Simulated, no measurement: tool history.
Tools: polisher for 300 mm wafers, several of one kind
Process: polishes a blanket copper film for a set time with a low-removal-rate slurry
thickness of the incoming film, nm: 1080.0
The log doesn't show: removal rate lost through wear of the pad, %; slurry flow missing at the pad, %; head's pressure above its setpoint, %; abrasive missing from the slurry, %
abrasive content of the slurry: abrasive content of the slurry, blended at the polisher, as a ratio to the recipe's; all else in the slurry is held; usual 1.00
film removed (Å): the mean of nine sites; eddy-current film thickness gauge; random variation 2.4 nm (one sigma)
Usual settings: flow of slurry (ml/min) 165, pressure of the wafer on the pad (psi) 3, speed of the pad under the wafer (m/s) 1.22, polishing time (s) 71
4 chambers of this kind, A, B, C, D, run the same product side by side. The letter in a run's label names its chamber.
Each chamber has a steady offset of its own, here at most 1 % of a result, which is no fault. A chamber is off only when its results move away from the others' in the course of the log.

run   hour  flow of slurry (ml/min)  pressure of the wafer on the pad (psi)  speed of the pad under the wafer (m/s)  abrasive content of the slurry  polishing time (s)  wafers polished on this pad  hours since the slurry nozzle was cleaned  hours since the head pressure was calibrated  hours since the slurry blender was calibrated  film removed (Å)
 1C    9.3                      165                                       3                                    1.22                            1.00                  71                          642                                       59.2                                         166.2                                          108.7            2990.6
      12.6  -- chamber D: worn pad replaced by a new one
 2D   17.5                      165                                       3                                    1.22                            1.00                  71                           65                                      116.9                                         506.1                                          364.3            3036.1
      22.1  -- chamber D: slurry blender recalibrated
      24.9  -- chamber B: slurry nozzle cleaned
 3B   27.5                      165                                       3                                    1.22                            1.00                  71                         1329                                        2.7                                         425.3                                          310.6            3015.1
      32.2  -- chamber B: worn pad replaced by a new one
      32.2  -- chamber C: slurry blender recalibrated
 4A   35.5                      165                                       3                                    1.22                            1.00                  71                          707                                      300.2                                         521.0                                          198.0            2942.0
      37.2  -- chamber C: worn pad replaced by a new one
 5D   47.8                      165                                       3                                    1.22                            1.00                  71                          463                                      147.2                                         536.4                                           25.8            3024.2
 6A   57.8                      165                                       3                                    1.22                            1.00                  71                         1000                                      322.5                                         543.3                                          220.3            2959.0
      61.0  -- chamber A: slurry blender recalibrated
 7B   67.7                      165                                       3                                    1.22                            1.00                  71                          466                                       42.9                                         465.5                                          350.8            3023.0
      72.3  -- chamber A: worn pad replaced by a new one
      77.7  -- chamber A: slurry nozzle cleaned
 8C   82.3                      165                                       3                                    1.22                            1.25                  71                          593                                      132.2                                         239.2                                           50.1            3129.9
      91.7  -- chamber D: slurry nozzle cleaned
 9B   96.1                      165                                       3                                    1.22                            1.25                  71                          839                                       71.3                                         493.9                                          379.2            3124.5
      97.5  -- chamber D: worn pad replaced by a new one
10C  104.6                      165                                       3                                    1.22                            1.25                  71                          886                                      154.5                                         261.5                                           72.4            3181.5
11A  118.9                      165                                       3                                    1.22                            1.25                  71                          613                                       41.2                                         604.4                                           57.9            3181.6
     130.4  -- chamber B: worn pad replaced by a new one
     132.2  -- chamber C: worn pad replaced by a new one
12D  132.2                      165                                       3                                    1.22                            1.00                  71                          456                                       40.6                                         620.8                                          110.2            3042.5
13B  145.7                      165                                       3                                    1.22                            1.00                  49                          201                                      120.9                                         543.5                                          428.8            2084.5
     148.1  -- chamber C: slurry blender recalibrated
     150.7  -- chamber A: worn pad replaced by a new one
14A  157.0                      165                                       3                                    1.22                            1.00                  49                           82                                       79.3                                         642.5                                           96.0            2070.6
     169.9  -- chamber D: worn pad replaced by a new one
15D  169.9                      165                                       3                                    1.22                            1.00                  49                            0                                       78.3                                         658.5                                          147.9            2104.2
16C  179.7                      165                                       3                                    1.22                            1.00                  49                          624                                      229.6                                         336.6                                           31.7            2101.0
17C  187.3                      165                                       3                                    1.22                            1.00                  71                          724                                      237.2                                         344.2                                           39.3            2998.7
     195.1  -- chamber B: slurry blender recalibrated
18A  198.4                      165                                       3                                    1.22                            1.00                  71                          626                                      120.7                                         683.9                                          137.4            3003.6
19D  205.6                      165                                       3                                    1.22                            1.00                  71                          469                                      114.0                                         694.2                                          183.6            3011.8
20B  212.7                      165                                       3                                    1.22                            1.00                  71                         1081                                      187.9                                         610.5                                           17.6            2991.6
     213.7  -- chamber C: worn pad replaced by a new one
     218.4  -- chamber B: worn pad replaced by a new one
21D  226.6                      165                                       3                                    1.22                            1.00                  71                          745                                      135.0                                         715.2                                          204.6            3034.3
     227.9  -- chamber A: worn pad replaced by a new one
22C  235.0                      165                                       3                                    1.22                            1.00                  71                          280                                      284.9                                         391.9                                           87.0            3065.1
23B  242.1                      165                                       3                                    1.22                            1.00                  71                          312                                      217.3                                         639.9                                           47.0            2990.8
     247.0  -- chamber D: worn pad replaced by a new one
     252.5  -- chamber A: head pressure recalibrated
24A  257.4                      165                                       3                                    1.22                            1.00                  71                          388                                      179.7                                           5.0                                          196.4            2983.3
25C  270.0                      165                                       3                                    1.22                            1.00                  71                          740                                      319.9                                         426.9                                          122.0            2996.6
26A  278.3                      165                                       3                                    1.22                            1.00                  71                          662                                      200.6                                          25.9                                          217.3            3023.0
     283.5  -- chamber D: slurry nozzle cleaned
27D  288.1                      165                                       3                                    1.22                            1.00                  71                          540                                        4.7                                         776.7                                          266.1            3042.0
     293.1  -- chamber C: worn pad replaced by a new one
28B  298.0                      165                                       3                                    1.22                            1.00                  71                         1046                                      273.2                                         695.8                                          102.9            2992.0
     300.5  -- chamber C: slurry blender recalibrated
     304.5  -- chamber A: worn pad replaced by a new one
29C  307.5                      165                                       3                                    1.22                            1.00                  71                          189                                      357.4                                         464.4                                            7.0            3020.8
     315.7  -- chamber A: slurry blender recalibrated
30B  319.0                      165                                       3                                    1.22                            1.00                  71                         1322                                      294.2                                         716.8                                          123.9            2979.2
     319.5  -- chamber D: worn pad replaced by a new one
     320.1  -- chamber B: worn pad replaced by a new one
31D  333.6                      165                                       3                                    1.22                            1.00                  71                          185                                       50.2                                         822.2                                          311.6            3003.2
32A  348.4                      165                                       3                                    1.22                            1.00                  71                          576                                      270.7                                          96.0                                           32.7            2984.1
33D  359.3                      105                                       3                                    1.22                            1.00                  54                          523                                       75.9                                         847.9                                          337.3            2071.7
     366.4  -- chamber A: slurry nozzle cleaned
34A  373.4                      105                                       3                                    1.22                            1.00                  54                          905                                        7.0                                         121.0                                           57.7            2090.4
     380.5  -- chamber C: worn pad replaced by a new one
35B  381.9                      105                                       3                                    1.22                            1.00                  54                          813                                      357.1                                         779.7                                          186.8            2095.2
     384.5  -- chamber D: slurry blender recalibrated
36C  393.4                      105                                       3                                    1.22                            1.00                  54                          169                                      443.3                                         550.3                                           92.9            2102.4
37D  402.2                      165                                       3                                    1.22                            1.00                  71                         1087                                      118.8                                         890.8                                           17.8            3006.9
38C  414.1                      165                                       3                                    1.22                            1.00                  71                          441                                      464.0                                         571.0                                          113.6            2991.0

Is one chamber off against the others, does the gauge drift, or is nothing wrong? If a chamber is off, say which, and what the likeliest cause is.

No chamber stands off beyond its own small offset, and the gauge holds steady.

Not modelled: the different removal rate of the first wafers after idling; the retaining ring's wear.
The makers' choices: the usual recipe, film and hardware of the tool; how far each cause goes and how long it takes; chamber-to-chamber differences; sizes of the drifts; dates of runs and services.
